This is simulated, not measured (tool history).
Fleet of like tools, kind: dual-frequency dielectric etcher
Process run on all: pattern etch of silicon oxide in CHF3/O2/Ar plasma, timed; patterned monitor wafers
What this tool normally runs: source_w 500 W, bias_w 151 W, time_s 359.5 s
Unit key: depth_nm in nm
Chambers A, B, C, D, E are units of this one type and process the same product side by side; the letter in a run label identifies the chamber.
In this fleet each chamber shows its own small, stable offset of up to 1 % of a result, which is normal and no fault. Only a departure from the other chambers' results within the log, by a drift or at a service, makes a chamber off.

| run | hour | source_w | bias_w | time_s | read-back reference wafer on the same gauge, depth_nm | depth_nm |
|---|---|---|---|---|---|---|
| 1B | 3.2 | 500 | 151 | 359.5 | 633.71 | 620.49 |
| 2D | 5.8 | 500 | 151 | 359.5 | 633.29 | 626.16 |
| 3C | 8.3 | 500 | 151 | 359.5 | 633.16 | 623.25 |
| 4A | 11.5 | 500 | 151 | 359.5 | 634.44 | 627.10 |
|  | 12.6 | chamber C: wet clean of the chamber |
| 5E | 15.8 | 500 | 151 | 359.5 | 634.47 | 622.28 |
| 6E | 19.9 | 500 | 151 | 359.5 | 633.59 | 623.09 |
| 7C | 23.1 | 500 | 151 | 359.5 | 633.72 | 624.40 |
| 8D | 26.0 | 500 | 151 | 359.5 | 633.62 | 621.41 |
| 9A | 30.7 | 500 | 151 | 359.5 | 634.19 | 623.79 |
| 10B | 34.0 | 500 | 151 | 359.5 | 633.51 | 619.28 |
| 11C | 38.4 | 500 | 137 | 433.0 | 634.20 | 727.36 |
| 12B | 41.2 | 500 | 137 | 433.0 | 633.94 | 726.33 |
| 13D | 46.2 | 500 | 137 | 433.0 | 634.26 | 726.93 |
|  | 47.5 | chamber B: wet clean of the chamber |
| 14A | 50.1 | 500 | 137 | 433.0 | 633.78 | 736.30 |
| 15E | 52.5 | 500 | 137 | 433.0 | 633.68 | 725.97 |
| 16B | 56.8 | 440 | 151 | 359.5 | 633.98 | 593.71 |
| 17C | 60.1 | 440 | 151 | 359.5 | 633.57 | 596.23 |
| 18D | 64.7 | 440 | 151 | 359.5 | 634.10 | 589.40 |
| 19E | 66.9 | 440 | 151 | 359.5 | 634.65 | 600.59 |
| 20A | 71.5 | 440 | 151 | 359.5 | 633.57 | 600.08 |
| 21D | 76.6 | 500 | 151 | 359.5 | 633.72 | 622.05 |
| 22A | 79.9 | 500 | 151 | 359.5 | 634.20 | 628.31 |
| 23B | 83.1 | 500 | 151 | 359.5 | 633.77 | 620.80 |
| 24E | 86.6 | 500 | 151 | 359.5 | 634.21 | 627.32 |
| 25C | 89.5 | 500 | 151 | 359.5 | 634.35 | 625.19 |
| 26C | 94.7 | 500 | 151 | 359.5 | 633.72 | 624.45 |
| 27A | 97.9 | 500 | 151 | 359.5 | 634.15 | 633.14 |
| 28D | 102.2 | 430 | 164 | 359.5 | 633.22 | 608.73 |
| 29B | 106.3 | 430 | 164 | 359.5 | 634.90 | 604.82 |
| 30E | 109.4 | 430 | 164 | 359.5 | 633.91 | 605.92 |
| 31C | 114.2 | 430 | 164 | 359.5 | 633.39 | 612.00 |
| 32A | 119.1 | 430 | 164 | 359.5 | 634.83 | 624.54 |
| 33B | 123.7 | 500 | 151 | 359.5 | 634.60 | 624.01 |
| 34D | 127.0 | 500 | 151 | 359.5 | 634.08 | 622.13 |
| 35E | 131.9 | 600 | 151 | 292.5 | 633.44 | 544.04 |
| 36E | 134.5 | 600 | 151 | 292.5 | 634.89 | 542.63 |
| 37C | 137.7 | 600 | 151 | 292.5 | 634.73 | 544.19 |
| 38A | 142.1 | 600 | 151 | 292.5 | 633.34 | 564.08 |
|  | 145.2 | chamber B: source power generator calibrated |
| 39D | 146.8 | 600 | 151 | 292.5 | 633.59 | 538.29 |
| 40B | 149.4 | 500 | 151 | 359.5 | 633.31 | 624.31 |
| 41D | 153.2 | 500 | 151 | 359.5 | 633.68 | 625.76 |
| 42C | 155.5 | 500 | 151 | 359.5 | 633.87 | 629.20 |
| 43A | 159.3 | 460 | 186 | 359.5 | 634.09 | 675.29 |
| 44B | 164.0 | 460 | 186 | 359.5 | 634.03 | 647.52 |

All chambers now run identical settings, listed one chamber a line with results as question marks. What results will each chamber show?
| 45A | 167.7 | 500 | 151 | 359.5 |  | ? |
| 45B | 167.7 | 500 | 151 | 359.5 |  | ? |
| 45C | 167.7 | 500 | 151 | 359.5 |  | ? |
| 45D | 167.7 | 500 | 151 | 359.5 |  | ? |
| 45E | 167.7 | 500 | 151 | 359.5 |  | ? |

| run | depth_nm |
|---|---|
| 45A | 645.06 |
| 45B | 616.27 |
| 45C | 623.98 |
| 45D | 622.94 |
| 45E | 628.10 |

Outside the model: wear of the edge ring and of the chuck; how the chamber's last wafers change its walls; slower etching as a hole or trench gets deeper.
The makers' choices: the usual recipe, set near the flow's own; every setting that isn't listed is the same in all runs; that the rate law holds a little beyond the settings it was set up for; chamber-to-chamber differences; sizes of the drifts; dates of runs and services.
